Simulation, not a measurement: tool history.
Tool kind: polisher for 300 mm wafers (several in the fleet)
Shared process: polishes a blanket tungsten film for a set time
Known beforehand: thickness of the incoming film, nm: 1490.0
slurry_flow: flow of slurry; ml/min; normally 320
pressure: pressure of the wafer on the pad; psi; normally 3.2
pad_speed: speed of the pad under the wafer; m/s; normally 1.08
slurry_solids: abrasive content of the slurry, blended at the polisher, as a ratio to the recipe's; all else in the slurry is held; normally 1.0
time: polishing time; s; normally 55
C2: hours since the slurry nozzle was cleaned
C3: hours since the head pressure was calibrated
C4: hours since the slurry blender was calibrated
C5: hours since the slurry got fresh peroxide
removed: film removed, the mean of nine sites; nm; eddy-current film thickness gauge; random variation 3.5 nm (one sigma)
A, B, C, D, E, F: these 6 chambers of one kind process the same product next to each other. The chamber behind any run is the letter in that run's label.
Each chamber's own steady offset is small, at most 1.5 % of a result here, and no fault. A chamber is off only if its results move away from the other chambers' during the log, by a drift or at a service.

-- hour=0.8 chamber F: slurry blender recalibrated
-- hour=1.5 chamber D: slurry nozzle cleaned
-- hour=1.6 chamber E: slurry nozzle cleaned
run 1E hour=6.3 | slurry_flow=320 pressure=3.2 pad_speed=1.08 slurry_solids=1.0 time=55 | wafers_polished_on_this_pad=779 C2=4.8 C3=497.2 C4=80.7 C5=26.8 | removed=257.10
-- hour=6.9 chamber E: worn pad replaced by a new one
-- hour=8.4 chamber D: worn pad replaced by a new one
-- hour=10.4 chamber F: worn pad replaced by a new one
run 2A hour=11.7 | slurry_flow=320 pressure=3.2 pad_speed=1.08 slurry_solids=1.0 time=55 | wafers_polished_on_this_pad=300 C2=134.7 C3=1315.5 C4=217.8 C5=62.6 | removed=257.12
run 3D hour=18.7 | slurry_flow=320 pressure=3.2 pad_speed=1.08 slurry_solids=1.0 time=55 | wafers_polished_on_this_pad=150 C2=17.2 C3=87.8 C4=65.6 C5=48.0 | removed=250.97
-- hour=21.5 chamber C: slurry tank refilled with fresh slurry and peroxide
run 4F hour=27.2 | slurry_flow=320 pressure=3.2 pad_speed=1.08 slurry_solids=1.0 time=55 | wafers_polished_on_this_pad=245 C2=151.8 C3=170.2 C4=26.5 C5=136.7 | removed=254.46
run 5B hour=33.3 | slurry_flow=320 pressure=3.2 pad_speed=1.08 slurry_solids=1.0 time=55 | wafers_polished_on_this_pad=641 C2=165.6 C3=317.4 C4=191.5 C5=57.9 | removed=248.76
-- hour=35.1 chamber A: slurry blender recalibrated
-- hour=41.0 chamber E: slurry tank refilled with fresh slurry and peroxide
run 6C hour=42.1 | slurry_flow=320 pressure=3.2 pad_speed=1.08 slurry_solids=1.0 time=55 | wafers_polished_on_this_pad=1236 C2=217.4 C3=345.4 C4=155.3 C5=20.7 | removed=262.38
-- hour=43.5 chamber C: worn pad replaced by a new one
-- hour=47.3 chamber A: slurry tank refilled with fresh slurry and peroxide
-- hour=49.6 chamber B: worn pad replaced by a new one
run 7D hour=50.4 | slurry_flow=320 pressure=3.2 pad_speed=1.08 slurry_solids=1.0 time=55 | wafers_polished_on_this_pad=612 C2=48.9 C3=119.5 C4=97.3 C5=79.7 | removed=256.63
-- hour=51.3 chamber F: slurry tank refilled with fresh slurry and peroxide
run 8A hour=56.2 | slurry_flow=320 pressure=3.2 pad_speed=1.08 slurry_solids=1.0 time=55 | wafers_polished_on_this_pad=948 C2=179.2 C3=1360.0 C4=21.2 C5=9.0 | removed=258.43
run 9E hour=60.6 | slurry_flow=320 pressure=3.2 pad_speed=1.08 slurry_solids=1.0 time=55 | wafers_polished_on_this_pad=782 C2=59.1 C3=551.5 C4=135.0 C5=19.7 | removed=253.90
-- hour=60.7 chamber D: worn pad replaced by a new one
-- hour=67.0 chamber B: slurry blender recalibrated
run 10C hour=68.0 | slurry_flow=320 pressure=3.2 pad_speed=1.08 slurry_solids=1.0 time=55 | wafers_polished_on_this_pad=356 C2=243.3 C3=371.3 C4=181.2 C5=46.6 | removed=254.20
-- hour=68.5 chamber E: worn pad replaced by a new one
-- hour=70.7 chamber E: slurry blender recalibrated
run 11B hour=75.6 | slurry_flow=320 pressure=3.2 pad_speed=1.08 slurry_solids=1.0 time=55 | wafers_polished_on_this_pad=378 C2=207.9 C3=359.7 C4=8.6 C5=100.2 | removed=257.76
-- hour=76.8 chamber F: worn pad replaced by a new one
run 12F hour=81.5 | slurry_flow=280 pressure=3.2 pad_speed=1.08 slurry_solids=0.8 time=55 | wafers_polished_on_this_pad=68 C2=206.1 C3=224.5 C4=80.8 C5=30.3 | removed=247.25
-- hour=84.0 chamber A: head pressure recalibrated
run 13F hour=85.8 | slurry_flow=280 pressure=3.2 pad_speed=1.08 slurry_solids=0.8 time=55 | wafers_polished_on_this_pad=131 C2=210.4 C3=228.8 C4=85.1 C5=34.6 | removed=246.32
-- hour=86.3 chamber B: slurry nozzle cleaned
run 14E hour=95.1 | slurry_flow=280 pressure=3.2 pad_speed=1.08 slurry_solids=0.8 time=55 | wafers_polished_on_this_pad=387 C2=93.6 C3=586.0 C4=24.5 C5=54.2 | removed=246.86
-- hour=96.9 chamber D: slurry tank refilled with fresh slurry and peroxide
-- hour=97.1 chamber E: head pressure recalibrated
-- hour=98.9 chamber A: worn pad replaced by a new one
run 15A hour=100.8 | slurry_flow=280 pressure=3.2 pad_speed=1.08 slurry_solids=0.8 time=55 | wafers_polished_on_this_pad=29 C2=223.8 C3=16.8 C4=65.8 C5=53.6 | removed=239.30
-- hour=105.4 chamber E: slurry tank refilled with fresh slurry and peroxide
-- hour=107.2 chamber B: worn pad replaced by a new one
run 16C hour=110.0 | slurry_flow=280 pressure=3.2 pad_speed=1.08 slurry_solids=0.8 time=55 | wafers_polished_on_this_pad=968 C2=285.3 C3=413.3 C4=223.2 C5=88.6 | removed=235.38
-- hour=113.0 chamber C: slurry tank refilled with fresh slurry and peroxide
run 17D hour=117.3 | slurry_flow=280 pressure=3.2 pad_speed=1.08 slurry_solids=0.8 time=55 | wafers_polished_on_this_pad=824 C2=115.8 C3=186.4 C4=164.2 C5=20.4 | removed=251.42
-- hour=117.8 chamber B: slurry tank refilled with fresh slurry and peroxide
-- hour=118.3 chamber D: worn pad replaced by a new one
-- hour=118.4 chamber E: worn pad replaced by a new one
-- hour=124.5 chamber C: worn pad replaced by a new one
run 18B hour=125.1 | slurry_flow=320 pressure=3.2 pad_speed=1.08 slurry_solids=1.0 time=55 | wafers_polished_on_this_pad=261 C2=38.8 C3=409.2 C4=58.1 C5=7.3 | removed=258.70
run 19B hour=131.7 | slurry_flow=320 pressure=3.2 pad_speed=1.08 slurry_solids=1.0 time=55 | wafers_polished_on_this_pad=357 C2=45.4 C3=415.8 C4=64.7 C5=13.9 | removed=260.55
-- hour=140.8 chamber D: slurry blender recalibrated
run 20C hour=141.0 | slurry_flow=320 pressure=3.2 pad_speed=1.08 slurry_solids=1.0 time=55 | wafers_polished_on_this_pad=240 C2=316.3 C3=444.3 C4=254.2 C5=28.0 | removed=248.46
-- hour=145.3 chamber F: worn pad replaced by a new one
run 21E hour=148.3 | slurry_flow=245 pressure=3.2 pad_speed=1.08 slurry_solids=1.0 time=49 | wafers_polished_on_this_pad=436 C2=146.8 C3=51.3 C4=77.7 C5=43.0 | removed=226.84
-- hour=155.3 chamber A: slurry tank refilled with fresh slurry and peroxide
run 22F hour=155.5 | slurry_flow=245 pressure=3.2 pad_speed=1.08 slurry_solids=1.0 time=49 | wafers_polished_on_this_pad=148 C2=280.1 C3=298.5 C4=154.8 C5=104.3 | removed=227.64
-- hour=162.3 chamber C: head pressure recalibrated
run 23D hour=162.7 | slurry_flow=245 pressure=3.2 pad_speed=1.08 slurry_solids=1.0 time=49 | wafers_polished_on_this_pad=647 C2=161.2 C3=231.8 C4=22.0 C5=65.8 | removed=228.56
-- hour=163.6 chamber E: slurry tank refilled with fresh slurry and peroxide
-- hour=168.0 chamber D: worn pad replaced by a new one
run 24A hour=168.2 | slurry_flow=245 pressure=3.2 pad_speed=1.08 slurry_solids=1.0 time=49 | wafers_polished_on_this_pad=1010 C2=291.2 C3=84.2 C4=133.2 C5=13.0 | removed=219.95
-- hour=168.9 chamber B: worn pad replaced by a new one
run 25D hour=172.8 | slurry_flow=245 pressure=3.2 pad_speed=1.08 slurry_solids=1.0 time=49 | wafers_polished_on_this_pad=70 C2=171.3 C3=241.9 C4=32.1 C5=75.9 | removed=221.89
-- hour=175.6 chamber E: worn pad replaced by a new one
run 26B hour=179.0 | slurry_flow=245 pressure=3.2 pad_speed=1.08 slurry_solids=1.0 time=49 | wafers_polished_on_this_pad=147 C2=92.7 C3=463.1 C4=112.0 C5=61.2 | removed=222.07
run 27A hour=187.1 | slurry_flow=320 pressure=3.2 pad_speed=1.08 slurry_solids=1.0 time=55 | wafers_polished_on_this_pad=1285 C2=310.1 C3=103.1 C4=152.1 C5=31.9 | removed=256.98
-- hour=193.4 chamber A: worn pad replaced by a new one
-- hour=193.7 chamber F: slurry tank refilled with fresh slurry and peroxide
run 28F hour=195.5 | slurry_flow=320 pressure=3.2 pad_speed=1.08 slurry_solids=1.0 time=55 | wafers_polished_on_this_pad=731 C2=320.1 C3=338.5 C4=194.8 C5=1.8 | removed=267.65
-- hour=197.8 chamber C: worn pad replaced by a new one
-- hour=203.6 chamber C: slurry tank refilled with fresh slurry and peroxide
run 29C hour=204.0 | slurry_flow=320 pressure=3.2 pad_speed=1.08 slurry_solids=1.0 time=55 | wafers_polished_on_this_pad=91 C2=379.3 C3=41.8 C4=317.2 C5=0.4 | removed=239.47
-- hour=208.2 chamber F: slurry blender recalibrated
run 30E hour=209.5 | slurry_flow=320 pressure=3.2 pad_speed=1.08 slurry_solids=1.0 time=55 | wafers_polished_on_this_pad=494 C2=208.0 C3=112.5 C4=138.9 C5=46.0 | removed=260.65
-- hour=211.6 chamber F: worn pad replaced by a new one
-- hour=212.1 chamber E: slurry blender recalibrated
run 31B hour=214.9 | slurry_flow=320 pressure=3.2 pad_speed=1.08 slurry_solids=1.0 time=55 | wafers_polished_on_this_pad=670 C2=128.6 C3=499.0 C4=147.9 C5=97.1 | removed=254.95
run 32C hour=219.8 | slurry_flow=320 pressure=3.2 pad_speed=1.08 slurry_solids=1.0 time=55 | wafers_polished_on_this_pad=321 C2=395.1 C3=57.6 C4=333.0 C5=16.2 | removed=239.50
-- hour=224.9 chamber D: slurry tank refilled with fresh slurry and peroxide
-- hour=225.3 chamber D: worn pad replaced by a new one
-- hour=225.6 chamber E: slurry tank refilled with fresh slurry and peroxide
-- hour=226.5 chamber B: worn pad replaced by a new one
run 33F hour=228.6 | slurry_flow=320 pressure=3.2 pad_speed=1.08 slurry_solids=1.0 time=55 | wafers_polished_on_this_pad=248 C2=353.2 C3=371.6 C4=20.4 C5=34.9 | removed=267.14
-- hour=230.6 chamber A: slurry blender recalibrated
run 34D hour=236.4 | slurry_flow=320 pressure=3.2 pad_speed=1.08 slurry_solids=1.0 time=55 | wafers_polished_on_this_pad=161 C2=234.9 C3=305.5 C4=95.7 C5=11.5 | removed=261.66
-- hour=237.5 chamber E: worn pad replaced by a new one
run 35A hour=243.3 | slurry_flow=320 pressure=3.2 pad_speed=1.08 slurry_solids=1.0 time=55 | wafers_polished_on_this_pad=726 C2=366.3 C3=159.3 C4=12.8 C5=88.1 | removed=258.44
-- hour=249.4 chamber B: slurry blender recalibrated
run 36E hour=251.2 | slurry_flow=320 pressure=3.2 pad_speed=1.08 slurry_solids=1.0 time=55 | wafers_polished_on_this_pad=200 C2=249.7 C3=154.2 C4=39.1 C5=25.7 | removed=260.74
run 37A hour=258.4 | slurry_flow=320 pressure=3.2 pad_speed=1.08 slurry_solids=1.0 time=55 | wafers_polished_on_this_pad=946 C2=381.4 C3=174.4 C4=27.9 C5=103.2 | removed=258.04
-- hour=259.0 chamber B: slurry tank refilled with fresh slurry and peroxide
run 38F hour=265.2 | slurry_flow=320 pressure=3.2 pad_speed=1.08 slurry_solids=1.0 time=55 | wafers_polished_on_this_pad=781 C2=389.8 C3=408.2 C4=57.0 C5=71.5 | removed=261.40
-- hour=266.6 chamber C: worn pad replaced by a new one
run 39D hour=270.3 | slurry_flow=320 pressure=3.2 pad_speed=1.08 slurry_solids=1.0 time=55 | wafers_polished_on_this_pad=655 C2=268.8 C3=339.4 C4=129.6 C5=45.4 | removed=258.10
run 40C hour=277.3 | slurry_flow=320 pressure=3.2 pad_speed=1.08 slurry_solids=1.0 time=55 | wafers_polished_on_this_pad=157 C2=452.6 C3=115.1 C4=390.5 C5=73.7 | removed=236.29
run 41B hour=284.2 | slurry_flow=320 pressure=3.2 pad_speed=1.08 slurry_solids=1.0 time=55 | wafers_polished_on_this_pad=840 C2=197.9 C3=568.3 C4=34.9 C5=25.3 | removed=260.19
-- hour=285.8 chamber E: slurry tank refilled with fresh slurry and peroxide
run 42E hour=291.1 | slurry_flow=320 pressure=3.2 pad_speed=1.08 slurry_solids=1.0 time=55 | wafers_polished_on_this_pad=781 C2=289.6 C3=194.1 C4=79.0 C5=5.4 | removed=263.17

What goes on in this fleet: one chamber off, a drifting gauge, or nothing beyond the chambers' own small offsets? Name the chamber and the cause, if any.

Little by little, chamber C moves away from the other chambers.
What lies behind it: abrasive missing from the slurry, % = 34.6.

Below are 4 candidate recipes for chamber C's next run, each the usual settings with a change, their results shown as question marks. Which of them brings C's results back in line with what the other chambers give on the usual settings?
To be in line, a result may differ from the other chambers' mean on the usual settings by at most: removed 12.00 nm
run 43C-1 hour=297.8 | slurry_flow=320 pressure=3.3 pad_speed=1.08 slurry_solids=1.0 time=55 | removed=?
run 43C-2 hour=297.8 | slurry_flow=320 pressure=3.0 pad_speed=1.08 slurry_solids=1.0 time=52 | removed=?
run 43C-3 hour=297.8 | slurry_flow=325 pressure=3.2 pad_speed=1.08 slurry_solids=1.0 time=61 | removed=?
run 43C-4 hour=297.8 | slurry_flow=200 pressure=3.2 pad_speed=1.08 slurry_solids=1.0 time=55 | removed=?

The mean the other chambers reach with the usual settings: removed 259.32 nm
run=43C-1 removed=237.73
run=43C-2 removed=204.05
run=43C-3 removed=255.90
run=43C-4 removed=219.14
With 43C-3, the chamber falls back in line with the rest.

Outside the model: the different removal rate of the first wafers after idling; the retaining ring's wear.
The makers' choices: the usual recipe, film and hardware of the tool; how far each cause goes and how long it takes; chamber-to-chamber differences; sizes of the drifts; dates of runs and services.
